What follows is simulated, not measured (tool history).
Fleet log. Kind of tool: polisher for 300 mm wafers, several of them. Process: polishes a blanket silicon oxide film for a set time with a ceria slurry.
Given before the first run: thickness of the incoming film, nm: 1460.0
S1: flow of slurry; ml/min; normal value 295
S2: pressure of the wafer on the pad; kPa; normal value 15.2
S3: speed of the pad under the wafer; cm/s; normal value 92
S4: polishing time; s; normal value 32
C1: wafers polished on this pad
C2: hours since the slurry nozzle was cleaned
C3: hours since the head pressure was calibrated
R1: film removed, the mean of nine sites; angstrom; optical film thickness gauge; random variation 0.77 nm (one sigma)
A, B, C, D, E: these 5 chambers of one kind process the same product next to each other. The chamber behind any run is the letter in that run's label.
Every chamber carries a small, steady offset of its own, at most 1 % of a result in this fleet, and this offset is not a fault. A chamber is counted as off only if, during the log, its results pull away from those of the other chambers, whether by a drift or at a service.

run    day   S1    S2   S3  S4    C1     C2      C3       R1
 1A  0.158  295  15.2   92  32   573  406.1   268.8   953.50
 2B  0.388  295  15.2   92  32  1235  218.9   482.6   963.40
     0.546  -- chamber D: worn pad replaced by a new one
     0.554  -- chamber A: worn pad replaced by a new one
 3C  0.612  295  15.2   92  32   598  234.9   930.4   939.99
 4D  0.800  295  15.2   92  32    83  618.7   598.3   961.20
     0.858  -- chamber B: worn pad replaced by a new one
 5E  0.933  295  15.2   92  32   650  350.1   864.3   949.98
 6A  1.083  295  15.2   92  32   172  428.3   291.0   940.66
     1.175  -- chamber E: worn pad replaced by a new one
 7C  1.192  295  15.2   92  32   785  248.8   944.3   954.23
 8B  1.396  295  15.2   92  32   174  243.1   506.8   970.95
 9E  1.588  295  15.2   92  32   134  365.8   880.0   951.30
     1.667  -- chamber C: worn pad replaced by a new one
10D  1.742  295  12.4   78  32   388  641.3   620.9   668.48
11B  1.850  295  12.4   78  32   321  254.0   517.7   669.89
     1.996  -- chamber B: slurry nozzle cleaned
12D  2.033  295  12.4   78  32   482  648.3   627.9   658.88
13E  2.138  295  12.4   78  32   312  379.0   893.2   661.94
14A  2.338  295  12.4   78  32   578  458.4   321.1   640.68
15C  2.488  295  15.2   92  32   267  279.9   975.4   941.38
     2.529  -- chamber A: worn pad replaced by a new one
     2.658  -- chamber D: worn pad replaced by a new one
16C  2.688  295  15.2   92  32   331  284.7   980.2   937.34
17E  2.817  295  15.2   92  32   532  395.3   909.5   961.89
18A  3.029  295  15.2  112  32   162  475.0   337.7  1144.90
19D  3.154  295  15.2  112  32   161  675.2   654.8  1173.50
20B  3.312  295  15.2  112  32   794   31.6   552.8  1231.10
21B  3.433  295  15.2  112  32   834   34.5   555.7  1240.20
     3.533  -- chamber E: worn pad replaced by a new one
22D  3.558  295  15.2  112  32   292  684.9   664.5  1133.10
23E  3.738  295  15.2   92  32    66  417.4   931.6   975.55
24A  3.967  295  15.2   92  32   465  497.5   360.2   939.45
25C  4.150  295  15.2   92  32   805  319.8  1015.3   948.92
26A  4.304  295  15.2   92  32   574  505.6   368.3   948.31
27D  4.475  210  15.2   92  28   588  706.9   686.5   809.91
28C  4.633  210  15.2   92  28   961  331.4  1026.9   792.06
     4.754  -- chamber D: head pressure recalibrated
29E  4.862  210  15.2   92  28   430  444.4   958.6   813.64
     4.929  -- chamber A: worn pad replaced by a new one
30B  4.992  210  15.2   92  28  1338   71.9   593.1   875.74
     5.104  -- chamber D: worn pad replaced by a new one
     5.117  -- chamber B: worn pad replaced by a new one
31B  5.183  210  15.2   92  28    22   76.5   597.7   881.57
32E  5.304  295  15.2   92  32   573  455.0   969.2   951.43
33D  5.450  295  18.6  106  32   112  730.3    16.8  1338.60
34A  5.621  295  18.6  106  32   224  537.2   399.9  1346.10

One chamber off, gauge drift, or nothing amiss beyond the chambers' own small offsets? If it is a chamber, which one, and what is the likeliest cause?

One chamber, B, drifts off from the rest bit by bit.
Cause: head's pressure above its setpoint, % = 9.89.

Here are 4 candidates for chamber B's next run, each the usual settings with a change, their results left as question marks. Which one brings its results back in line with what the others give on the usual settings?
Maximum distance from the other chambers' mean on the usual settings for a result to count as in line: R1 27.00 angstrom
35B-1  5.792  290  15.2  82  29               ?
35B-2  5.792  295  15.9  98  32               ?
35B-3  5.792  300  17.2  92  35               ?
35B-4  5.792  295  14.5  90  31               ?

The other chambers' mean on the usual settings: R1 948.79 angstrom
  run       R1
35B-1   849.93
35B-2  1177.70
35B-3  1316.70
35B-4   954.12
35B-4 is the one that brings the chamber's results back in line with the other chambers.
